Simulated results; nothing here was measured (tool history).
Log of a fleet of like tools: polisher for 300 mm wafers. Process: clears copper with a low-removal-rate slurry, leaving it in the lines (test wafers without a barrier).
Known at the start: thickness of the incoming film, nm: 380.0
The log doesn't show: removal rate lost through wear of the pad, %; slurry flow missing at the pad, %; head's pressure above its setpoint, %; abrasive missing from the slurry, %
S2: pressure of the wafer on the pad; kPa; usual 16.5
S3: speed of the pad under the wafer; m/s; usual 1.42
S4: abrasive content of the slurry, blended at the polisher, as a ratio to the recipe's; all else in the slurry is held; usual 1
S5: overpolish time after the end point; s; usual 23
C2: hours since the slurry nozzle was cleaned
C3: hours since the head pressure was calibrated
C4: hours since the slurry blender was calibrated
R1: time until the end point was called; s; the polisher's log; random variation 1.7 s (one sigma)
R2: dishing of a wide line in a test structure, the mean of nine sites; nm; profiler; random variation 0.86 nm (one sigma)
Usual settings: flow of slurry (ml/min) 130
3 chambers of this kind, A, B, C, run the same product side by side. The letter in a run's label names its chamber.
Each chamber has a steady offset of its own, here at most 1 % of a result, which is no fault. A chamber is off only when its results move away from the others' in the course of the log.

run 1B hour=11.8 | flow_of_slurry_(ml/min)=130 S2=16.5 S3=1.42 S4=1 S5=23 | wafers_polished_on_this_pad=266 C2=14.8 C3=197.5 C4=48.5 | R1=103.43 R2=52.907
-- hour=13.8 chamber C: head pressure recalibrated
-- hour=21.6 chamber A: worn pad replaced by a new one
run 2C hour=23 | flow_of_slurry_(ml/min)=130 S2=16.5 S3=1.42 S4=1 S5=23 | wafers_polished_on_this_pad=350 C2=225.2 C3=9.3 C4=74.3 | R1=105.03 R2=53.52
-- hour=30.4 chamber A: slurry blender recalibrated
run 3A hour=32.7 | flow_of_slurry_(ml/min)=130 S2=16.5 S3=1.42 S4=1 S5=23 | wafers_polished_on_this_pad=102 C2=193.3 C3=60.4 C4=2.4 | R1=107.24 R2=53.074
run 4B hour=42.5 | flow_of_slurry_(ml/min)=130 S2=16.5 S3=1.42 S4=1 S5=23 | wafers_polished_on_this_pad=547 C2=45.5 C3=228.2 C4=79.2 | R1=108.29 R2=52.987
run 5C hour=55.8 | flow_of_slurry_(ml/min)=130 S2=16.5 S3=1.42 S4=1 S5=23 | wafers_polished_on_this_pad=651 C2=258 C3=42.1 C4=107.1 | R1=103.34 R2=53.022
run 6A hour=63 | flow_of_slurry_(ml/min)=130 S2=16.5 S3=1.42 S4=1 S5=23 | wafers_polished_on_this_pad=380 C2=223.6 C3=90.7 C4=32.7 | R1=106.99 R2=53.157
run 7C hour=75.3 | flow_of_slurry_(ml/min)=130 S2=16.5 S3=1.42 S4=1 S5=23 | wafers_polished_on_this_pad=830 C2=277.5 C3=61.6 C4=126.6 | R1=104.17 R2=53.405
run 8A hour=89 | flow_of_slurry_(ml/min)=130 S2=13.8 S3=1.42 S4=1 S5=28 | wafers_polished_on_this_pad=618 C2=249.6 C3=116.7 C4=58.7 | R1=122.03 R2=52.342
-- hour=89.4 chamber C: worn pad replaced by a new one
run 9B hour=96.6 | flow_of_slurry_(ml/min)=130 S2=13.8 S3=1.42 S4=1 S5=28 | wafers_polished_on_this_pad=1043 C2=99.6 C3=282.3 C4=133.3 | R1=123.87 R2=52.064
-- hour=99.4 chamber A: worn pad replaced by a new one
-- hour=106.9 chamber B: worn pad replaced by a new one
-- hour=107.7 chamber C: slurry nozzle cleaned
run 10B hour=111 | flow_of_slurry_(ml/min)=130 S2=13.8 S3=1.42 S4=1 S5=28 | wafers_polished_on_this_pad=38 C2=114 C3=296.7 C4=147.7 | R1=124.88 R2=52.018
run 11C hour=125.4 | flow_of_slurry_(ml/min)=130 S2=16.5 S3=1.42 S4=1 S5=23 | wafers_polished_on_this_pad=330 C2=17.8 C3=111.7 C4=176.7 | R1=103.58 R2=53.191
run 12A hour=138.8 | flow_of_slurry_(ml/min)=130 S2=16.5 S3=1.42 S4=1 S5=23 | wafers_polished_on_this_pad=361 C2=299.4 C3=166.5 C4=108.5 | R1=102.45 R2=53.28
run 13C hour=146.1 | flow_of_slurry_(ml/min)=130 S2=16.5 S3=1.42 S4=1 S5=23 | wafers_polished_on_this_pad=519 C2=38.5 C3=132.4 C4=197.4 | R1=106.95 R2=54.617
run 14A hour=160.3 | flow_of_slurry_(ml/min)=130 S2=16.5 S3=1.42 S4=1 S5=23 | wafers_polished_on_this_pad=558 C2=320.9 C3=188 C4=130 | R1=100.84 R2=53.503
run 15B hour=167.7 | flow_of_slurry_(ml/min)=130 S2=16.5 S3=1.42 S4=1 S5=23 | wafers_polished_on_this_pad=557 C2=170.7 C3=353.4 C4=204.4 | R1=105.6 R2=53.076
run 16A hour=178.1 | flow_of_slurry_(ml/min)=130 S2=16.5 S3=1.42 S4=1 S5=23 | wafers_polished_on_this_pad=722 C2=338.7 C3=205.8 C4=147.8 | R1=106.78 R2=52.456
-- hour=183.3 chamber A: worn pad replaced by a new one
-- hour=188.7 chamber A: slurry blender recalibrated
-- hour=191.6 chamber C: worn pad replaced by a new one
run 17C hour=191.6 | flow_of_slurry_(ml/min)=130 S2=16.5 S3=1.42 S4=1 S5=23 | wafers_polished_on_this_pad=0 C2=84 C3=177.9 C4=242.9 | R1=105.62 R2=53.61
run 18B hour=204.7 | flow_of_slurry_(ml/min)=130 S2=16.5 S3=1.42 S4=1 S5=23 | wafers_polished_on_this_pad=897 C2=207.7 C3=390.4 C4=241.4 | R1=104.88 R2=53.453
run 19B hour=214.5 | flow_of_slurry_(ml/min)=130 S2=16.5 S3=1.42 S4=1 S5=23 | wafers_polished_on_this_pad=986 C2=217.5 C3=400.2 C4=251.2 | R1=102.9 R2=52.403
-- hour=215.5 chamber B: slurry blender recalibrated
-- hour=219.2 chamber B: worn pad replaced by a new one
run 20A hour=223.7 | flow_of_slurry_(ml/min)=130 S2=16.5 S3=1.42 S4=1 S5=23 | wafers_polished_on_this_pad=370 C2=384.3 C3=251.4 C4=35 | R1=105.9 R2=52.104
run 21C hour=238.4 | flow_of_slurry_(ml/min)=130 S2=16.5 S3=1.42 S4=1 S5=23 | wafers_polished_on_this_pad=429 C2=130.8 C3=224.7 C4=289.7 | R1=103.84 R2=53.45
run 22B hour=247.2 | flow_of_slurry_(ml/min)=130 S2=16.5 S3=1.42 S4=1 S5=23 | wafers_polished_on_this_pad=256 C2=250.2 C3=432.9 C4=31.8 | R1=108.22 R2=52.403
-- hour=249.5 chamber C: slurry blender recalibrated
-- hour=255.6 chamber A: worn pad replaced by a new one
run 23A hour=261.8 | flow_of_slurry_(ml/min)=130 S2=16.5 S3=1.42 S4=1 S5=23 | wafers_polished_on_this_pad=57 C2=422.4 C3=289.5 C4=73.1 | R1=105.3 R2=54.836
run 24C hour=270.7 | flow_of_slurry_(ml/min)=130 S2=16.5 S3=1.42 S4=1 S5=23 | wafers_polished_on_this_pad=725 C2=163.1 C3=257 C4=21.2 | R1=103.18 R2=54.042
run 25B hour=283.6 | flow_of_slurry_(ml/min)=130 S2=16.5 S3=1.42 S4=1 S5=23 | wafers_polished_on_this_pad=590 C2=286.6 C3=469.3 C4=68.2 | R1=103.71 R2=53.599
-- hour=286.6 chamber B: slurry nozzle cleaned
run 26C hour=295.9 | flow_of_slurry_(ml/min)=130 S2=16.5 S3=1.42 S4=1 S5=23 | wafers_polished_on_this_pad=956 C2=188.3 C3=282.2 C4=46.4 | R1=105.21 R2=54.783
-- hour=301.7 chamber B: head pressure recalibrated
-- hour=303.1 chamber C: worn pad replaced by a new one
run 27A hour=308.2 | flow_of_slurry_(ml/min)=130 S2=19.3 S3=1.78 S4=1 S5=23 | wafers_polished_on_this_pad=482 C2=468.8 C3=335.9 C4=119.5 | R1=71.067 R2=71.17
run 28C hour=315.2 | flow_of_slurry_(ml/min)=130 S2=19.3 S3=1.78 S4=1 S5=23 | wafers_polished_on_this_pad=111 C2=207.6 C3=301.5 C4=65.7 | R1=68.954 R2=74.316
-- hour=328.8 chamber A: slurry nozzle cleaned
run 29A hour=330.9 | flow_of_slurry_(ml/min)=130 S2=19.3 S3=1.78 S4=1 S5=23 | wafers_polished_on_this_pad=690 C2=2.2 C3=358.6 C4=142.2 | R1=70.866 R2=71.853
-- hour=339 chamber A: slurry blender recalibrated
-- hour=341.6 chamber A: worn pad replaced by a new one
run 30B hour=345.6 | flow_of_slurry_(ml/min)=130 S2=16.5 S3=1.42 S4=1 S5=23 | wafers_polished_on_this_pad=1158 C2=59 C3=43.9 C4=130.2 | R1=105.08 R2=52.91
run 31A hour=354.2 | flow_of_slurry_(ml/min)=130 S2=16.5 S3=1.42 S4=1 S5=23 | wafers_polished_on_this_pad=115 C2=25.5 C3=381.9 C4=15.2 | R1=100.58 R2=53.657
-- hour=359 chamber B: worn pad replaced by a new one
-- hour=361.9 chamber A: head pressure recalibrated
run 32B hour=369.6 | flow_of_slurry_(ml/min)=110 S2=16.5 S3=1.26 S4=1 S5=23 | wafers_polished_on_this_pad=97 C2=83 C3=67.9 C4=154.2 | R1=123.3 R2=46.632
run 33C hour=381.5 | flow_of_slurry_(ml/min)=110 S2=16.5 S3=1.26 S4=1 S5=23 | wafers_polished_on_this_pad=719 C2=273.9 C3=367.8 C4=132 | R1=121.46 R2=47.521
-- hour=390.7 chamber C: worn pad replaced by a new one
run 34B hour=391.2 | flow_of_slurry_(ml/min)=110 S2=16.5 S3=1.26 S4=1 S5=23 | wafers_polished_on_this_pad=295 C2=104.6 C3=89.5 C4=175.8 | R1=122.54 R2=47.409
run 35A hour=402 | flow_of_slurry_(ml/min)=130 S2=16.5 S3=1.42 S4=1 S5=23 | wafers_polished_on_this_pad=553 C2=73.3 C3=40.1 C4=63 | R1=105.26 R2=52.395
-- hour=410.5 chamber C: slurry nozzle cleaned
run 36C hour=417.7 | flow_of_slurry_(ml/min)=130 S2=16.5 S3=1.42 S4=1 S5=23 | wafers_polished_on_this_pad=247 C2=7.3 C3=404 C4=168.2 | R1=104.29 R2=52.86

What goes on in this fleet: one chamber off, a drifting gauge, or nothing beyond the chambers' own small offsets? Name the chamber and the cause, if any.

No chamber stands off beyond its own small offset, and the gauge holds steady.
